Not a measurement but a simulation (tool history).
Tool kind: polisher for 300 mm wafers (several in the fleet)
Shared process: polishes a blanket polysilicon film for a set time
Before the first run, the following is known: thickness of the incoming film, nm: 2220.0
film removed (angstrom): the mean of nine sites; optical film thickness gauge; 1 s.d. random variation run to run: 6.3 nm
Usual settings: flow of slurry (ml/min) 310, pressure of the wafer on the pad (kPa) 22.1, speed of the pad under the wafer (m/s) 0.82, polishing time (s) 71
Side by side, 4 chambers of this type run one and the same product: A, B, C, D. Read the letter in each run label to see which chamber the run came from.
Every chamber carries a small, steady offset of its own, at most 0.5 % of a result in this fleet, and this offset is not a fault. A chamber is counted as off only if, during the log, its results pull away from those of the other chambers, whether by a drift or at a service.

run   hour  flow of slurry (ml/min)  pressure of the wafer on the pad (kPa)  speed of the pad under the wafer (m/s)  polishing time (s)  wafers polished on this pad  hours since the slurry nozzle was cleaned  hours since the head pressure was calibrated  film removed (angstrom)
 1B    7.6                      310                                    22.1                                    0.82                  71                          103                                      230.2                                         608.4                   5637.5
 2A   12.3                      310                                    22.1                                    0.82                  71                          145                                      629.3                                         409.5                   5498.3
 3D   19.4                      310                                    22.1                                    0.82                  71                          215                                      299.7                                           930                   5723.7
 4C     25                      310                                    22.1                                    0.82                  71                          421                                       76.3                                           230                   5514.2
 5A   31.9                      310                                    22.1                                    0.82                  71                          248                                      648.9                                         429.1                   5521.4
 6B   39.2                      310                                    27.6                                    0.82                  71                          268                                      261.8                                           640                   6884.7
 7C   47.1                      310                                    27.6                                    0.82                  71                          536                                       98.4                                         252.1                   6833.9
 8D   56.2                      310                                    27.6                                    0.82                  71                          407                                      336.5                                         966.8                   7009.5
 9D     65                      310                                    27.6                                    0.82                  71                          453                                      345.3                                         975.6                   6891.7
10C   71.8                      310                                    22.1                                    0.82                  71                          665                                      123.1                                         276.8                   5656.6
      74.6  -- chamber A: slurry nozzle cleaned
11A   76.6                      310                                    22.1                                    0.82                  71                          482                                        2.1                                         473.8                   5441.7
12B   84.8                      310                                    22.1                                    0.82                  71                          507                                      307.4                                         685.6                   5505.2
      91.4  -- chamber D: head pressure recalibrated
13A   94.1                      310                                    22.1                                    0.82                  71                          573                                       19.6                                         491.3                   5591.2
14B  101.4                      310                                    22.1                                    0.82                  71                          594                                        324                                         702.2                   5623.7
15D    112                      310                                    22.1                                    0.82                  71                          699                                      392.3                                          20.7                     5645
16C  121.1                      310                                    17.9                                    0.82                  71                          923                                      172.4                                         326.1                   4490.1
     121.9  -- chamber A: worn pad replaced by a new one
17C    126                      310                                    17.9                                    0.82                  71                          949                                      177.3                                           331                     4503
18B  132.2                      310                                    17.9                                    0.82                  71                          755                                      354.8                                           733                   4478.1
19D  137.2                      310                                    17.9                                    0.82                  71                          831                                      417.5                                          45.9                     4635
20A  144.6                      310                                    22.1                                    0.82                  71                          119                                       70.1                                         541.8                     5626
21B  150.1                      310                                    22.1                                    0.82                  47                          848                                      372.7                                         750.9                   3667.6
22C  158.7                      310                                    22.1                                    0.82                  47                         1120                                        210                                         363.7                   3637.3
23D  165.7                      310                                    22.1                                    0.82                  47                          980                                        446                                          74.4                   3664.1
24A  172.1                      310                                    22.1                                    0.82                  47                          262                                       97.6                                         569.3                   3730.2
     177.8  -- chamber D: worn pad replaced by a new one
25B  182.6                      310                                    22.1                                    0.82                  71                         1018                                      405.2                                         783.4                   5631.9
26C  191.3                      310                                    24.8                                    0.82                  55                         1290                                      242.6                                         396.3                   4775.4
27A  196.6                      310                                    24.8                                    0.82                  55                          391                                      122.1                                         593.8                   4869.3
28D  204.1                      310                                    24.8                                    0.82                  55                          137                                      484.4                                         112.8                   4857.4
       207  -- chamber B: worn pad replaced by a new one
29C    213                      310                                    24.8                                    0.82                  55                         1404                                      264.3                                           418                   4810.4
       223  -- chamber C: slurry nozzle cleaned
30D  223.5                      310                                    22.1                                    0.82                  71                          239                                      503.8                                         132.2                   5552.7
     230.3  -- chamber C: worn pad replaced by a new one
     231.8  -- chamber D: slurry nozzle cleaned
31B  233.4                      310                                    22.1                                    0.82                  71                          138                                        456                                         834.2                   5575.8
32A  238.8                      310                                    22.1                                    0.82                  71                          611                                      164.3                                           636                   5681.7
33A    247                      310                                    22.1                                    0.62                  83                          654                                      172.5                                         644.2                   4839.5
34D  252.7                      310                                    22.1                                    0.62                  83                          391                                       20.9                                         161.4                   4963.3
35C  260.7                      310                                    22.1                                    0.62                  83                          159                                       37.8                                         465.7                   4895.4
36B  266.7                      310                                    22.1                                    0.62                  83                          312                                      489.3                                         867.5                   4912.7

Read the log: is a single chamber off, either drifting away or since a service, is the gauge that measures every chamber drifting, or is nothing wrong beyond small per-chamber offsets? Name any odd chamber and what most likely caused it.

Beyond each chamber's small constant offset nothing stands out, and the gauge stays steady.
